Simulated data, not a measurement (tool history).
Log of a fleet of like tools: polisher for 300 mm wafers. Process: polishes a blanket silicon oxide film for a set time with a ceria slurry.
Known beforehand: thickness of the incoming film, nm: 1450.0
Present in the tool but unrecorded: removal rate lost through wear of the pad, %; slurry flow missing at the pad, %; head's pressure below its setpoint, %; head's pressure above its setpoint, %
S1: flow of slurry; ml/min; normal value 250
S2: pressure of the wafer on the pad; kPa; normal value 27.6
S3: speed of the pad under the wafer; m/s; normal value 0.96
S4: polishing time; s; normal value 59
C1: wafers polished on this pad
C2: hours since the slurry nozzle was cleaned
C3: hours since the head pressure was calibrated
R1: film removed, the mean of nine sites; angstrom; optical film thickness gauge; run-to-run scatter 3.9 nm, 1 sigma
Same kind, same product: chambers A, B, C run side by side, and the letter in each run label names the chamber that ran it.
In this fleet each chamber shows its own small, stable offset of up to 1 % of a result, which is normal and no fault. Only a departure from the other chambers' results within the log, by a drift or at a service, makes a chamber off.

| run | hour | S1 | S2 | S3 | S4 | C1 | C2 | C3 | R1 |
|---|---|---|---|---|---|---|---|---|---|
| 1B | 8.8 | 250 | 27.6 | 0.96 | 59 | 665 | 138.1 | 484.8 | 3377.2 |
|  | 14.9 | chamber A: worn pad replaced by a new one |
| 2A | 19.9 | 250 | 27.6 | 0.96 | 59 | 57 | 848.1 | 947.0 | 3435.7 |
|  | 25.1 | chamber A: slurry nozzle cleaned |
|  | 25.6 | chamber B: worn pad replaced by a new one |
| 3C | 28.1 | 250 | 27.6 | 0.96 | 59 | 785 | 94.4 | 1131.7 | 3391.8 |
| 4B | 39.4 | 250 | 27.6 | 0.96 | 59 | 159 | 168.7 | 515.4 | 3487.0 |
| 5A | 50.9 | 250 | 27.6 | 0.96 | 59 | 415 | 25.9 | 978.0 | 3396.0 |
|  | 63.3 | chamber A: worn pad replaced by a new one |
| 6C | 64.2 | 250 | 27.6 | 0.96 | 59 | 1202 | 130.5 | 1167.8 | 3412.3 |
|  | 68.1 | chamber C: head pressure recalibrated |
| 7B | 75.1 | 250 | 27.6 | 0.96 | 59 | 572 | 204.4 | 551.1 | 3353.7 |
| 8C | 84.8 | 250 | 27.6 | 0.96 | 59 | 1440 | 151.1 | 16.8 | 3375.7 |
| 9A | 90.6 | 250 | 27.6 | 0.96 | 59 | 315 | 65.6 | 1017.7 | 3421.8 |
|  | 91.9 | chamber B: head pressure recalibrated |
|  | 97.6 | chamber B: slurry nozzle cleaned |
|  | 99.6 | chamber C: worn pad replaced by a new one |
| 10C | 101.0 | 250 | 27.6 | 0.96 | 59 | 16 | 167.3 | 33.0 | 3451.0 |
|  | 105.1 | chamber B: worn pad replaced by a new one |
| 11A | 111.5 | 250 | 27.6 | 0.96 | 59 | 557 | 86.5 | 1038.6 | 3334.8 |
|  | 116.2 | chamber A: worn pad replaced by a new one |
| 12B | 120.5 | 250 | 27.6 | 0.96 | 59 | 178 | 23.0 | 28.7 | 3344.6 |
| 13A | 132.0 | 190 | 32.4 | 0.96 | 59 | 183 | 107.0 | 1059.1 | 3772.7 |
| 14B | 141.4 | 190 | 32.4 | 0.96 | 59 | 419 | 43.9 | 49.6 | 3809.4 |
| 15C | 154.6 | 190 | 32.4 | 0.96 | 59 | 635 | 220.9 | 86.6 | 3899.9 |
|  | 166.2 | chamber A: worn pad replaced by a new one |
| 16A | 166.6 | 250 | 27.6 | 0.96 | 59 | 5 | 141.6 | 1093.7 | 3311.1 |
|  | 177.3 | chamber B: worn pad replaced by a new one |
| 17B | 178.7 | 205 | 18.6 | 0.96 | 59 | 16 | 81.2 | 86.9 | 2229.0 |
| 18C | 191.0 | 205 | 18.6 | 0.96 | 59 | 1055 | 257.3 | 123.0 | 2238.8 |
| 19B | 200.2 | 205 | 18.6 | 0.96 | 59 | 265 | 102.7 | 108.4 | 2184.6 |
|  | 205.3 | chamber C: worn pad replaced by a new one |
| 20A | 211.5 | 250 | 27.6 | 0.96 | 59 | 523 | 186.5 | 1138.6 | 3186.4 |
|  | 218.0 | chamber A: worn pad replaced by a new one |
| 21C | 220.1 | 250 | 31.0 | 1.26 | 59 | 170 | 286.4 | 152.1 | 4950.3 |
| 22A | 229.9 | 250 | 31.0 | 1.26 | 59 | 138 | 204.9 | 1157.0 | 4633.5 |
| 23B | 241.0 | 250 | 31.0 | 1.26 | 59 | 736 | 143.5 | 149.2 | 4982.3 |

Next, every chamber runs the same settings. What will each give?
| 24A | 250.6 | 250 | 27.6 | 0.96 | 59 |  |  |  | ? |
| 24B | 250.6 | 250 | 27.6 | 0.96 | 59 |  |  |  | ? |
| 24C | 250.6 | 250 | 27.6 | 0.96 | 59 |  |  |  | ? |

| run | R1 |
|---|---|
| 24A | 3079.5 |
| 24B | 3355.2 |
| 24C | 3362.2 |

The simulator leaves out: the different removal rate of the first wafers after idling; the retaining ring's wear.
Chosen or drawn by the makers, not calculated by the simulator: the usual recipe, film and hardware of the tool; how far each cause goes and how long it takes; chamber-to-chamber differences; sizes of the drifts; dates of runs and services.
